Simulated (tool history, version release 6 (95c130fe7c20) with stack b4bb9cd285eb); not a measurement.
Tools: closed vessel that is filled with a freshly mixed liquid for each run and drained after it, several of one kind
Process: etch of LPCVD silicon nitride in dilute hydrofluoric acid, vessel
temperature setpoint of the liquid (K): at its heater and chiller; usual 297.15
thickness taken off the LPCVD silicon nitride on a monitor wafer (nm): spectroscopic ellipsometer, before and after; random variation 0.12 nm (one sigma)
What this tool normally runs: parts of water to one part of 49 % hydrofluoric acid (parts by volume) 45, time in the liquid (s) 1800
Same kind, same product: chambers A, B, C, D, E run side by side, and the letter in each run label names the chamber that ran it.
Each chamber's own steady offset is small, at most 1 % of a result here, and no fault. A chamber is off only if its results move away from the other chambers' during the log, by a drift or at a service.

run	hour	temperature setpoint of the liquid (K)	parts of water to one part of 49 % hydrofluoric acid (parts by volume)	time in the liquid (s)	hours since the thermometer was replaced	hours since the hydrofluoric acid flow meter was replaced	read-back film thickness of the LPCVD silicon nitride reference wafer, read on the same gauge (nm)	thickness taken off the LPCVD silicon nitride on a monitor wafer (nm)
1C	5.7	297.15	45	1800	1544.9	1034.4	120	18.736
2A	11.4	297.15	45	1800	1930.6	126.1	119.99	18.142
3E	17.6	297.15	45	1800	849.4	598.5	120	18.493
4D	25.2	297.15	45	1800	1644.5	801.5	120	18.437
5B	34	297.15	45	1800	1693.5	1650.3	119.99	18.446
6B	40.8	297.15	45	1800	1700.3	1657.1	120	18.325
7E	48	297.15	45	1800	879.8	628.9	120	18.469
8D	56.6	297.15	45	1800	1675.9	832.9	120.01	18.544
9A	65.7	297.15	45	1800	1984.9	180.4	120.01	18.272
10C	73.5	297.15	45	1800	1612.7	1102.2	120	18.817
11A	79.6	297.15	45	1800	1998.8	194.3	119.98	18.303
12E	89.1	297.15	45	1800	920.9	670	120.01	18.558
13B	95.6	295.15	60	1800	1755.1	1711.9	119.96	12.206
14C	103.7	295.15	60	1800	1642.9	1132.4	120.01	12.149
15D	113	295.15	60	1800	1732.3	889.3	119.99	12.195
16E	119.7	295.15	60	1800	951.5	700.6	120	12.179
17C	128.5	295.15	60	1800	1667.7	1157.2	119.99	12.267
18A	136.4	297.15	45	1800	2055.6	251.1	120.01	18.437
19B	141.9	297.15	45	1800	1801.4	1758.2	120.01	18.353
20D	147.7	297.15	45	1800	1767	924	120	18.455
21C	152.7	297.15	45	1800	1691.9	1181.4	120	18.725
22A	160.1	297.15	55	2375	2079.3	274.8	120.01	19.811
23D	169.4	297.15	55	2375	1788.7	945.7	119.99	20.2
24B	174.3	297.15	55	2375	1833.8	1790.6	120.01	19.991
25E	184	297.15	55	2375	1015.8	764.9	120.03	20.507
26A	191.2	297.15	55	2375	2110.4	305.9	119.98	20.052
# hour 197.7: chamber D: hydrofluoric acid flow meter replaced
27E	199.4	297.15	45	1800	1031.2	780.3	120.01	18.794
28D	207.9	297.15	45	1800	1827.2	10.3	119.99	19.033
29C	216.1	297.15	45	1800	1755.3	1244.8	120	18.423
30B	223.3	297.15	45	1800	1882.8	1839.6	120	18.39
31C	230.7	297.15	45	1800	1769.9	1259.4	120.01	18.697
32E	238	297.15	45	1800	1069.8	818.9	119.98	18.465
33B	247.5	297.15	45	1800	1907	1863.8	119.98	18.486
34D	257.1	297.15	60	1800	1876.4	59.5	119.99	14.83
35A	264.3	297.15	60	1800	2183.5	379	119.99	13.752
36B	273.6	297.15	60	1800	1933.1	1889.9	120.01	14
37A	282.9	297.15	60	1800	2202.1	397.6	120	13.819
38C	291.2	297.15	60	1800	1830.4	1319.9	120.01	14.042
39E	297.1	297.15	45	1800	1128.9	878	120.01	18.667
40D	304.7	297.15	45	1800	1924	107.1	120	19.488
41B	310.7	297.15	45	1800	1970.2	1927	119.99	18.461

What goes on in this fleet: one chamber off, a drifting gauge, or nothing beyond the chambers' own small offsets? Name the chamber and the cause, if any.

Little by little, chamber D moves away from the other chambers.
Cause: liquid hotter than its thermometer reads (K) = 1.07.

Here are 4 candidates for chamber D's next run, each the usual settings with a change, their results left as question marks. Which one brings its results back in line with what the others give on the usual settings?
Allowed miss from the other chambers' usual-settings mean, per result, to count as in line: thickness taken off the LPCVD silicon nitride on a monitor wafer (nm) 0.44
42D-1	317.9	297.15	45	1580				?
42D-2	317.9	297.15	45	1685				?
42D-3	317.9	297.65	45	1970				?
42D-4	317.9	297.15	45	1930				?

The mean the other chambers reach with the usual settings: thickness taken off the LPCVD silicon nitride on a monitor wafer (nm) 18.467
run	thickness taken off the LPCVD silicon nitride on a monitor wafer (nm)
42D-1	17.388
42D-2	18.543
42D-3	22.418
42D-4	21.239
The answer is 42D-2, which returns the chamber to within the allowed miss of the others.
